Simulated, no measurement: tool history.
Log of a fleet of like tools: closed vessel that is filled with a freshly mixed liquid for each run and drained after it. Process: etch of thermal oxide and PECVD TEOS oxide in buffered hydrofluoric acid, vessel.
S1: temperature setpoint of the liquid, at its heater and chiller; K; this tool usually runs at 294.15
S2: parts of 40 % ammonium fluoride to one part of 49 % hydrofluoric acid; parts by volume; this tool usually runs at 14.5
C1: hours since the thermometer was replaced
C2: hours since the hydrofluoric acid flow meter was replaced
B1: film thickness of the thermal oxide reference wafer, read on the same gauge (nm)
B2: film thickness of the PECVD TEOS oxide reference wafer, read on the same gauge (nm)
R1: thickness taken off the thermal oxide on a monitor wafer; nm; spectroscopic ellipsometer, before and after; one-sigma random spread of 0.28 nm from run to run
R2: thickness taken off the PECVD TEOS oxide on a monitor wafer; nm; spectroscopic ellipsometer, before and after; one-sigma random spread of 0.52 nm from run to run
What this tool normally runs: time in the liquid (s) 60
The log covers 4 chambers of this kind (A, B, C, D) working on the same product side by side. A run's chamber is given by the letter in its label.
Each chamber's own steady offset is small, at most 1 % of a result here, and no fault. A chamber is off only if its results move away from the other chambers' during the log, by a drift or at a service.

run 1D hour=16.3 | S1=294.15 S2=14.5 time_in_the_liquid_(s)=60 | C1=393.8 C2=253.1 | B1=69.985 B2=39.993 | R1=42.205 R2=134.73
run 2C hour=27.5 | S1=294.15 S2=14.5 time_in_the_liquid_(s)=60 | C1=1077.4 C2=363.1 | B1=69.993 B2=40.036 | R1=41.680 R2=136.11
run 3A hour=40.1 | S1=294.15 S2=14.5 time_in_the_liquid_(s)=60 | C1=799.7 C2=700.8 | B1=70.009 B2=40.009 | R1=41.599 R2=134.09
-- hour=47.6 chamber C: hydrofluoric acid flow meter replaced
run 4B hour=55.9 | S1=294.15 S2=14.5 time_in_the_liquid_(s)=60 | C1=439.5 C2=295.0 | B1=69.999 B2=39.969 | R1=42.084 R2=135.80
run 5D hour=71.7 | S1=294.15 S2=14.5 time_in_the_liquid_(s)=60 | C1=449.2 C2=308.5 | B1=69.998 B2=39.995 | R1=41.954 R2=135.41
run 6B hour=85.9 | S1=294.15 S2=14.5 time_in_the_liquid_(s)=60 | C1=469.5 C2=325.0 | B1=69.987 B2=40.023 | R1=41.802 R2=135.06
run 7C hour=93.7 | S1=294.15 S2=14.5 time_in_the_liquid_(s)=60 | C1=1143.6 C2=46.1 | B1=70.009 B2=40.021 | R1=41.428 R2=136.02
run 8A hour=103.8 | S1=294.15 S2=14.5 time_in_the_liquid_(s)=60 | C1=863.4 C2=764.5 | B1=69.997 B2=40.014 | R1=42.097 R2=134.37
run 9B hour=120.0 | S1=298.65 S2=14.5 time_in_the_liquid_(s)=60 | C1=503.6 C2=359.1 | B1=70.009 B2=40.002 | R1=53.045 R2=172.85
run 10D hour=129.6 | S1=298.65 S2=14.5 time_in_the_liquid_(s)=60 | C1=507.1 C2=366.4 | B1=70.020 B2=39.989 | R1=53.475 R2=172.58
run 11C hour=137.7 | S1=298.65 S2=14.5 time_in_the_liquid_(s)=60 | C1=1187.6 C2=90.1 | B1=70.014 B2=40.003 | R1=52.936 R2=174.55
run 12A hour=148.6 | S1=298.65 S2=14.5 time_in_the_liquid_(s)=60 | C1=908.2 C2=809.3 | B1=69.993 B2=39.980 | R1=53.283 R2=173.14
-- hour=155.5 chamber A: hydrofluoric acid flow meter replaced
run 13B hour=159.1 | S1=294.15 S2=14.5 time_in_the_liquid_(s)=60 | C1=542.7 C2=398.2 | B1=69.985 B2=39.997 | R1=41.727 R2=135.23
run 14A hour=175.0 | S1=294.15 S2=19.0 time_in_the_liquid_(s)=60 | C1=934.6 C2=19.5 | B1=69.988 B2=39.988 | R1=32.143 R2=102.46
run 15C hour=188.0 | S1=294.15 S2=19.0 time_in_the_liquid_(s)=60 | C1=1237.9 C2=140.4 | B1=69.978 B2=40.006 | R1=31.544 R2=104.38
run 16D hour=203.8 | S1=294.15 S2=19.0 time_in_the_liquid_(s)=60 | C1=581.3 C2=440.6 | B1=70.015 B2=40.000 | R1=31.790 R2=103.57
run 17C hour=212.2 | S1=294.15 S2=19.0 time_in_the_liquid_(s)=60 | C1=1262.1 C2=164.6 | B1=70.016 B2=39.998 | R1=31.704 R2=103.91
-- hour=218.4 chamber C: thermometer replaced
run 18D hour=221.5 | S1=294.15 S2=14.5 time_in_the_liquid_(s)=60 | C1=599.0 C2=458.3 | B1=70.009 B2=40.011 | R1=42.516 R2=135.04
run 19A hour=233.5 | S1=294.15 S2=14.5 time_in_the_liquid_(s)=60 | C1=993.1 C2=78.0 | B1=69.998 B2=39.984 | R1=41.695 R2=133.41
run 20B hour=240.9 | S1=294.15 S2=14.5 time_in_the_liquid_(s)=60 | C1=624.5 C2=480.0 | B1=69.996 B2=40.012 | R1=41.447 R2=135.27
run 21B hour=251.4 | S1=294.15 S2=14.5 time_in_the_liquid_(s)=60 | C1=635.0 C2=490.5 | B1=70.008 B2=39.987 | R1=41.321 R2=136.41
run 22D hour=264.2 | S1=291.65 S2=11.0 time_in_the_liquid_(s)=60 | C1=641.7 C2=501.0 | B1=70.005 B2=40.032 | R1=47.811 R2=154.55
run 23A hour=275.1 | S1=291.65 S2=11.0 time_in_the_liquid_(s)=60 | C1=1034.7 C2=119.6 | B1=70.028 B2=39.995 | R1=47.131 R2=152.45
run 24C hour=287.8 | S1=291.65 S2=11.0 time_in_the_liquid_(s)=60 | C1=69.4 C2=240.2 | B1=70.000 B2=40.017 | R1=47.265 R2=153.39
run 25D hour=303.4 | S1=291.65 S2=11.0 time_in_the_liquid_(s)=60 | C1=680.9 C2=540.2 | B1=69.997 B2=39.966 | R1=48.293 R2=154.33
run 26A hour=310.7 | S1=294.15 S2=14.5 time_in_the_liquid_(s)=60 | C1=1070.3 C2=155.2 | B1=69.999 B2=40.035 | R1=42.255 R2=134.84
run 27B hour=321.3 | S1=294.15 S2=14.5 time_in_the_liquid_(s)=80 | C1=704.9 C2=560.4 | B1=69.987 B2=40.004 | R1=55.667 R2=181.67
run 28C hour=337.5 | S1=294.15 S2=14.5 time_in_the_liquid_(s)=80 | C1=119.1 C2=289.9 | B1=70.007 B2=40.037 | R1=55.000 R2=180.62
run 29B hour=345.8 | S1=294.15 S2=14.5 time_in_the_liquid_(s)=80 | C1=729.4 C2=584.9 | B1=70.036 B2=40.024 | R1=55.609 R2=181.29
run 30C hour=362.0 | S1=294.15 S2=14.5 time_in_the_liquid_(s)=80 | C1=143.6 C2=314.4 | B1=69.987 B2=39.993 | R1=54.872 R2=178.83
run 31D hour=377.4 | S1=294.15 S2=14.5 time_in_the_liquid_(s)=60 | C1=754.9 C2=614.2 | B1=70.011 B2=40.030 | R1=42.560 R2=134.77
run 32A hour=391.9 | S1=294.15 S2=10.5 time_in_the_liquid_(s)=60 | C1=1151.5 C2=236.4 | B1=69.986 B2=39.985 | R1=57.497 R2=183.10
run 33C hour=408.2 | S1=294.15 S2=10.5 time_in_the_liquid_(s)=60 | C1=189.8 C2=360.6 | B1=69.994 B2=40.028 | R1=56.510 R2=186.00
-- hour=414.9 chamber B: hydrofluoric acid flow meter replaced
run 34D hour=421.8 | S1=294.15 S2=10.5 time_in_the_liquid_(s)=60 | C1=799.3 C2=658.6 | B1=69.989 B2=40.009 | R1=57.859 R2=186.30
run 35A hour=434.2 | S1=294.15 S2=10.5 time_in_the_liquid_(s)=60 | C1=1193.8 C2=278.7 | B1=70.005 B2=39.988 | R1=56.868 R2=184.03
run 36B hour=448.9 | S1=294.15 S2=14.5 time_in_the_liquid_(s)=60 | C1=832.5 C2=34.0 | B1=69.993 B2=40.030 | R1=41.603 R2=135.65
run 37B hour=457.9 | S1=294.15 S2=14.5 time_in_the_liquid_(s)=60 | C1=841.5 C2=43.0 | B1=70.009 B2=40.028 | R1=41.751 R2=134.42
run 38D hour=466.5 | S1=294.15 S2=14.5 time_in_the_liquid_(s)=60 | C1=844.0 C2=703.3 | B1=70.010 B2=39.994 | R1=42.483 R2=135.01
run 39A hour=477.0 | S1=294.15 S2=14.5 time_in_the_liquid_(s)=60 | C1=1236.6 C2=321.5 | B1=69.982 B2=40.006 | R1=42.285 R2=133.64
-- hour=478.2 chamber C: hydrofluoric acid flow meter replaced
run 40C hour=488.4 | S1=294.15 S2=14.5 time_in_the_liquid_(s)=60 | C1=270.0 C2=10.2 | B1=69.997 B2=40.004 | R1=41.316 R2=135.61
-- hour=496.6 chamber B: thermometer replaced
run 41B hour=499.8 | S1=294.15 S2=14.5 time_in_the_liquid_(s)=60 | C1=3.2 C2=84.9 | B1=69.988 B2=40.032 | R1=41.302 R2=135.24

What goes on in this fleet: one chamber off, a drifting gauge, or nothing beyond the chambers' own small offsets? Name the chamber and the cause, if any.

Neither any chamber nor the gauge drifts; the chambers differ only by their own small, steady offsets.

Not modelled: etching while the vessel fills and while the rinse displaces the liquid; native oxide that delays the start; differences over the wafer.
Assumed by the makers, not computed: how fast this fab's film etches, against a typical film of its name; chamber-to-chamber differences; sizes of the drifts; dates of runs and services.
